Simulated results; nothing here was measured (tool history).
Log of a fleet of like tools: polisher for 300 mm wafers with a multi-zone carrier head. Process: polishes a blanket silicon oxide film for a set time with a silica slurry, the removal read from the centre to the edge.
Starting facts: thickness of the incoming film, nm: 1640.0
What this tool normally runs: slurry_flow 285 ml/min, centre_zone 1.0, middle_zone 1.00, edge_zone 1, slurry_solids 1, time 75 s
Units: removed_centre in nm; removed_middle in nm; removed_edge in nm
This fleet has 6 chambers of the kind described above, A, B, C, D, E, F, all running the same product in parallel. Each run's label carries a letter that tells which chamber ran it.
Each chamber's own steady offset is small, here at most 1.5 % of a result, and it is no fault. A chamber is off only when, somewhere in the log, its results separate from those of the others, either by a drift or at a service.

run	hour	slurry_flow	centre_zone	middle_zone	edge_zone	slurry_solids	time	wafers polished on this pad	hours since the slurry nozzle was cleaned	hours since the centre zone pressure was calibrated	hours since the edge zone pressure was calibrated	removed_centre	removed_middle	removed_edge
1B	6.1	285	1.0	1.00	1	1	75	761	118.6	734.2	283.0	138.38	138.69	138.59
# hour 12.1: chamber D: slurry nozzle cleaned
2E	17.1	285	1.0	1.00	1	1	75	836	389.3	169.3	594.8	138.90	136.08	138.92
# hour 22.4: chamber D: centre zone pressure recalibrated
3C	23.1	285	1.0	1.00	1	1	75	540	164.4	164.6	1286.1	139.66	140.03	139.88
# hour 26.2: chamber F: edge zone pressure recalibrated
4F	33.7	285	1.0	1.00	1	1	75	995	494.4	204.0	7.6	140.03	140.97	139.80
# hour 37.2: chamber F: worn pad replaced by a new one
# hour 38.7: chamber B: worn pad replaced by a new one
5D	40.2	285	1.0	1.00	1	1	75	1186	28.2	17.9	196.4	140.19	140.12	137.65
# hour 44.0: chamber D: worn pad replaced by a new one
# hour 46.4: chamber A: worn pad replaced by a new one
6A	50.2	285	1.0	1.00	1	1	75	51	66.6	261.4	67.6	140.70	140.99	139.72
# hour 61.1: chamber C: worn pad replaced by a new one
7D	61.6	285	0.9	1.07	1	1	75	234	49.6	39.3	217.8	124.78	148.06	137.86
# hour 62.4: chamber E: worn pad replaced by a new one
8E	72.0	285	0.9	1.07	1	1	75	128	444.2	224.2	649.7	125.97	148.15	138.58
9B	83.0	285	0.9	1.07	1	1	75	590	195.5	811.1	359.9	125.54	150.76	140.42
10C	95.7	285	0.9	1.07	1	1	75	461	237.0	237.2	1358.7	125.15	149.04	140.23
# hour 101.7: chamber C: edge zone pressure recalibrated
# hour 104.5: chamber F: worn pad replaced by a new one
11A	106.9	285	0.9	1.07	1	1	75	806	123.3	318.1	124.3	125.79	151.79	139.48
12F	116.9	285	0.9	1.07	1	1	75	165	577.6	287.2	90.8	123.73	146.85	139.61
# hour 125.1: chamber A: worn pad replaced by a new one
13D	126.9	285	1.0	1.00	1	1	75	1103	114.9	104.6	283.1	139.66	139.05	138.57
# hour 132.3: chamber B: worn pad replaced by a new one
14F	136.0	285	1.0	1.00	1	1	75	420	596.7	306.3	109.9	136.86	139.52	140.90
# hour 140.8: chamber D: worn pad replaced by a new one
# hour 143.3: chamber C: worn pad replaced by a new one
15A	145.7	285	1.0	1.00	1	1	75	275	162.1	356.9	163.1	139.29	141.88	140.84
16B	154.3	285	1.0	1.00	1	1	75	292	266.8	882.4	431.2	137.86	138.19	140.67
# hour 157.2: chamber E: worn pad replaced by a new one
17C	166.8	285	1.0	1.00	1	1	75	314	308.1	308.3	65.1	142.71	138.19	138.82
18E	177.3	285	1.0	1.00	1	1	75	267	549.5	329.5	755.0	140.71	139.00	138.97
# hour 178.6: chamber F: worn pad replaced by a new one
# hour 185.5: chamber D: slurry nozzle cleaned
19D	186.9	285	1.0	1.00	1	1	75	614	1.4	164.6	343.1	143.08	137.80	136.90
# hour 190.5: chamber A: worn pad replaced by a new one
20F	194.8	285	1.0	1.00	1	1	75	216	655.5	365.1	168.7	137.94	138.77	141.44
21A	204.6	285	1.0	1.00	1	1	75	188	221.0	415.8	222.0	141.48	141.52	140.90
22E	216.7	285	1.0	1.00	1	1	75	792	588.9	368.9	794.4	139.48	138.43	137.32
# hour 226.0: chamber C: worn pad replaced by a new one
23B	229.5	200	1.0	1.05	1	1	75	1294	342.0	957.6	506.4	131.95	136.93	135.16
# hour 235.6: chamber D: worn pad replaced by a new one
24C	236.1	200	1.0	1.05	1	1	75	135	377.4	377.6	134.4	136.22	141.29	135.79
25B	243.4	200	1.0	1.05	1	1	75	1479	355.9	971.5	520.3	133.54	137.01	135.97
# hour 243.8: chamber B: worn pad replaced by a new one
# hour 251.0: chamber F: worn pad replaced by a new one
26C	251.3	200	1.0	1.05	1	1	75	337	392.6	392.8	149.6	138.06	140.63	137.12
# hour 257.2: chamber A: worn pad replaced by a new one
27E	258.5	200	1.0	1.05	1	1	75	1348	630.7	410.7	836.2	133.76	139.79	133.94
28F	271.3	200	1.0	1.05	1	1	75	270	732.0	441.6	245.2	132.85	140.45	133.47
# hour 274.6: chamber E: worn pad replaced by a new one
29D	280.6	285	1.0	1.00	1	1	75	600	95.1	258.3	436.8	139.64	136.79	138.39
30A	292.4	285	1.0	1.00	1	1	75	469	308.8	503.6	309.8	142.44	138.62	141.13
31A	305.4	285	1.0	1.00	1	1	75	642	321.8	516.6	322.8	140.47	138.52	139.62
# hour 306.6: chamber C: worn pad replaced by a new one
# hour 312.0: chamber C: slurry nozzle cleaned
32E	317.1	285	1.0	1.00	1	1	75	566	689.3	469.3	894.8	139.17	139.82	138.54
# hour 322.8: chamber F: worn pad replaced by a new one
# hour 324.7: chamber A: worn pad replaced by a new one
33B	325.4	285	1.0	1.00	1	1	75	1086	437.9	1053.5	602.3	140.54	140.39	140.53
# hour 329.8: chamber D: worn pad replaced by a new one
34D	336.1	285	1.0	1.00	1	1	75	85	150.6	313.8	492.3	141.76	140.50	138.96
35C	346.1	285	1.0	1.00	1	1	75	526	34.1	487.6	244.4	148.80	140.03	140.40
# hour 351.7: chamber F: slurry nozzle cleaned
36F	358.4	285	1.0	1.00	1	1	75	474	6.7	528.7	332.3	139.30	138.96	140.18
37A	365.3	285	1.0	1.00	1	1	75	541	381.7	576.5	382.7	141.07	142.66	139.82

Does one chamber stand apart from the rest, does the shared gauge drift, or is all well apart from small per-chamber offsets? Give the chamber and the most likely cause, where there is one.

Little by little, chamber C moves away from the other chambers.
Likeliest cause: centre zone's pressure above its setpoint, % = 5.42.

Which of the 4 candidates below, each the usual settings with something changed and its results left as question marks, puts chamber C back in line with what the other chambers give on the usual settings?
Maximum distance from the other chambers' mean on the usual settings for a result to count as in line: removed_centre 4.20 nm; removed_middle 5.50 nm; removed_edge 3.00 nm
38C-1	375.0	280	0.91	1.03	1.02	1	74					?	?	?
38C-2	375.0	290	1.05	0.98	0.99	1	76					?	?	?
38C-3	375.0	280	0.96	1.01	1.01	1	75					?	?	?
38C-4	375.0	290	1.09	0.97	0.98	1	76					?	?	?

The mean the other chambers reach with the usual settings: removed_centre 139.74 nm; removed_middle 139.77 nm; removed_edge 139.46 nm
run	removed_centre	removed_middle	removed_edge
38C-1	130.36	139.76	139.73
38C-2	157.29	137.49	141.77
38C-3	140.16	139.07	140.93
38C-4	163.83	136.18	141.05
38C-3 puts the chamber back in line with the other chambers.
